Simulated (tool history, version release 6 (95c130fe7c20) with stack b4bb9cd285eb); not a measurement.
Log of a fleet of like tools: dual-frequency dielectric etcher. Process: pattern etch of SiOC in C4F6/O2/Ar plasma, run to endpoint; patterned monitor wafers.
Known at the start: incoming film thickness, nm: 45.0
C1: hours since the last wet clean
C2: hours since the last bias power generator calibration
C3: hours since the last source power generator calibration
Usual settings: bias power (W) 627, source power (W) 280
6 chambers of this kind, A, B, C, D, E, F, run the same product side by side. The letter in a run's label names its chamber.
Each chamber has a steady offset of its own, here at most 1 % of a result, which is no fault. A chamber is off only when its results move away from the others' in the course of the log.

run 1E hour=7.3 | bias_power_(W)=627 source_power_(W)=280 | C1=409.9 C2=3638.9 C3=1468.1 | endpoint_time_(s)=15.77
run 2B hour=20.8 | bias_power_(W)=627 source_power_(W)=280 | C1=29.3 C2=775.4 C3=2674.9 | endpoint_time_(s)=15.813
run 3A hour=31.5 | bias_power_(W)=627 source_power_(W)=280 | C1=311.4 C2=1950.8 C3=655.7 | endpoint_time_(s)=15.744
run 4D hour=44.9 | bias_power_(W)=627 source_power_(W)=280 | C1=299.8 C2=1937.2 C3=717.5 | endpoint_time_(s)=15.791
run 5F hour=56.4 | bias_power_(W)=475 source_power_(W)=220 | C1=283.1 C2=2275.2 C3=1278.8 | endpoint_time_(s)=19.423
run 6C hour=66.2 | bias_power_(W)=475 source_power_(W)=220 | C1=115.7 C2=2383.6 C3=633.7 | endpoint_time_(s)=19.031
run 7D hour=81.4 | bias_power_(W)=475 source_power_(W)=220 | C1=336.3 C2=1973.7 C3=754 | endpoint_time_(s)=19.075
run 8B hour=94.9 | bias_power_(W)=475 source_power_(W)=220 | C1=103.4 C2=849.5 C3=2749 | endpoint_time_(s)=19.03
run 9A hour=106.1 | bias_power_(W)=475 source_power_(W)=220 | C1=386 C2=2025.4 C3=730.3 | endpoint_time_(s)=19.255
run 10C hour=120.2 | bias_power_(W)=475 source_power_(W)=220 | C1=169.7 C2=2437.6 C3=687.7 | endpoint_time_(s)=19.137
-- hour=131.4 chamber A: wet clean of the chamber
run 11F hour=134.3 | bias_power_(W)=627 source_power_(W)=280 | C1=361 C2=2353.1 C3=1356.7 | endpoint_time_(s)=15.913
run 12E hour=142.1 | bias_power_(W)=627 source_power_(W)=280 | C1=544.7 C2=3773.7 C3=1602.9 | endpoint_time_(s)=15.756
-- hour=149.7 chamber E: wet clean of the chamber
-- hour=153.5 chamber D: bias power generator calibrated
run 13D hour=156 | bias_power_(W)=627 source_power_(W)=280 | C1=410.9 C2=2.6 C3=828.6 | endpoint_time_(s)=15.729
run 14F hour=167.1 | bias_power_(W)=627 source_power_(W)=280 | C1=393.8 C2=2385.9 C3=1389.5 | endpoint_time_(s)=15.955
run 15E hour=181.5 | bias_power_(W)=627 source_power_(W)=280 | C1=31.8 C2=3813.1 C3=1642.3 | endpoint_time_(s)=15.817
run 16C hour=192.6 | bias_power_(W)=627 source_power_(W)=280 | C1=242.1 C2=2510 C3=760.1 | endpoint_time_(s)=15.912
run 17B hour=206.5 | bias_power_(W)=627 source_power_(W)=280 | C1=215 C2=961.1 C3=2860.6 | endpoint_time_(s)=15.68
run 18A hour=215.5 | bias_power_(W)=627 source_power_(W)=280 | C1=84.1 C2=2134.8 C3=839.7 | endpoint_time_(s)=15.824
run 19B hour=222.8 | bias_power_(W)=627 source_power_(W)=280 | C1=231.3 C2=977.4 C3=2876.9 | endpoint_time_(s)=15.834
run 20C hour=234.2 | bias_power_(W)=627 source_power_(W)=280 | C1=283.7 C2=2551.6 C3=801.7 | endpoint_time_(s)=15.839
run 21E hour=245.7 | bias_power_(W)=627 source_power_(W)=280 | C1=96 C2=3877.3 C3=1706.5 | endpoint_time_(s)=15.728
-- hour=257.6 chamber F: wet clean of the chamber
run 22F hour=260.5 | bias_power_(W)=627 source_power_(W)=280 | C1=3 C2=2479.3 C3=1482.9 | endpoint_time_(s)=15.876
run 23A hour=273.4 | bias_power_(W)=627 source_power_(W)=280 | C1=142 C2=2192.7 C3=897.6 | endpoint_time_(s)=15.908
run 24D hour=286.3 | bias_power_(W)=627 source_power_(W)=280 | C1=541.2 C2=132.9 C3=958.9 | endpoint_time_(s)=15.836
run 25E hour=296.8 | bias_power_(W)=723 source_power_(W)=280 | C1=147.1 C2=3928.4 C3=1757.6 | endpoint_time_(s)=15.029
-- hour=305 chamber B: source power generator calibrated
run 26C hour=307 | bias_power_(W)=723 source_power_(W)=280 | C1=356.5 C2=2624.4 C3=874.5 | endpoint_time_(s)=14.803
run 27F hour=322 | bias_power_(W)=723 source_power_(W)=280 | C1=64.5 C2=2540.8 C3=1544.4 | endpoint_time_(s)=15.083
run 28B hour=329.2 | bias_power_(W)=723 source_power_(W)=280 | C1=337.7 C2=1083.8 C3=24.2 | endpoint_time_(s)=14.934
run 29D hour=344.3 | bias_power_(W)=723 source_power_(W)=280 | C1=599.2 C2=190.9 C3=1016.9 | endpoint_time_(s)=14.702
-- hour=349.3 chamber C: wet clean of the chamber
run 30A hour=353.1 | bias_power_(W)=723 source_power_(W)=280 | C1=221.7 C2=2272.4 C3=977.3 | endpoint_time_(s)=14.984
run 31A hour=362 | bias_power_(W)=627 source_power_(W)=280 | C1=230.6 C2=2281.3 C3=986.2 | endpoint_time_(s)=15.922
run 32E hour=374.7 | bias_power_(W)=627 source_power_(W)=280 | C1=225 C2=4006.3 C3=1835.5 | endpoint_time_(s)=15.865
run 33B hour=382.6 | bias_power_(W)=627 source_power_(W)=280 | C1=391.1 C2=1137.2 C3=77.6 | endpoint_time_(s)=15.764
run 34D hour=396.3 | bias_power_(W)=537 source_power_(W)=280 | C1=651.2 C2=242.9 C3=1068.9 | endpoint_time_(s)=16.304
run 35C hour=405.1 | bias_power_(W)=537 source_power_(W)=280 | C1=55.8 C2=2722.5 C3=972.6 | endpoint_time_(s)=16.86
run 36F hour=416.7 | bias_power_(W)=537 source_power_(W)=280 | C1=159.2 C2=2635.5 C3=1639.1 | endpoint_time_(s)=16.865
run 37C hour=430.3 | bias_power_(W)=537 source_power_(W)=280 | C1=81 C2=2747.7 C3=997.8 | endpoint_time_(s)=16.889
run 38D hour=443.9 | bias_power_(W)=537 source_power_(W)=280 | C1=698.8 C2=290.5 C3=1116.5 | endpoint_time_(s)=16.187
run 39A hour=457.8 | bias_power_(W)=537 source_power_(W)=280 | C1=326.4 C2=2377.1 C3=1082 | endpoint_time_(s)=16.956
run 40B hour=469.9 | bias_power_(W)=627 source_power_(W)=280 | C1=478.4 C2=1224.5 C3=164.9 | endpoint_time_(s)=15.944
run 41E hour=484.3 | bias_power_(W)=627 source_power_(W)=280 | C1=334.6 C2=4115.9 C3=1945.1 | endpoint_time_(s)=15.891
run 42F hour=497 | bias_power_(W)=627 source_power_(W)=280 | C1=239.5 C2=2715.8 C3=1719.4 | endpoint_time_(s)=15.878

All 6 chambers run these settings next. Forecast each chamber's results:
run 43A hour=507.9 | bias_power_(W)=627 source_power_(W)=320 | endpoint_time_(s)=?
run 43B hour=507.9 | bias_power_(W)=627 source_power_(W)=320 | endpoint_time_(s)=?
run 43C hour=507.9 | bias_power_(W)=627 source_power_(W)=320 | endpoint_time_(s)=?
run 43D hour=507.9 | bias_power_(W)=627 source_power_(W)=320 | endpoint_time_(s)=?
run 43E hour=507.9 | bias_power_(W)=627 source_power_(W)=320 | endpoint_time_(s)=?
run 43F hour=507.9 | bias_power_(W)=627 source_power_(W)=320 | endpoint_time_(s)=?

run=43A endpoint_time_(s)=15.291
run=43B endpoint_time_(s)=15.022
run=43C endpoint_time_(s)=15.069
run=43D endpoint_time_(s)=14.442
run=43E endpoint_time_(s)=14.987
run=43F endpoint_time_(s)=15.136
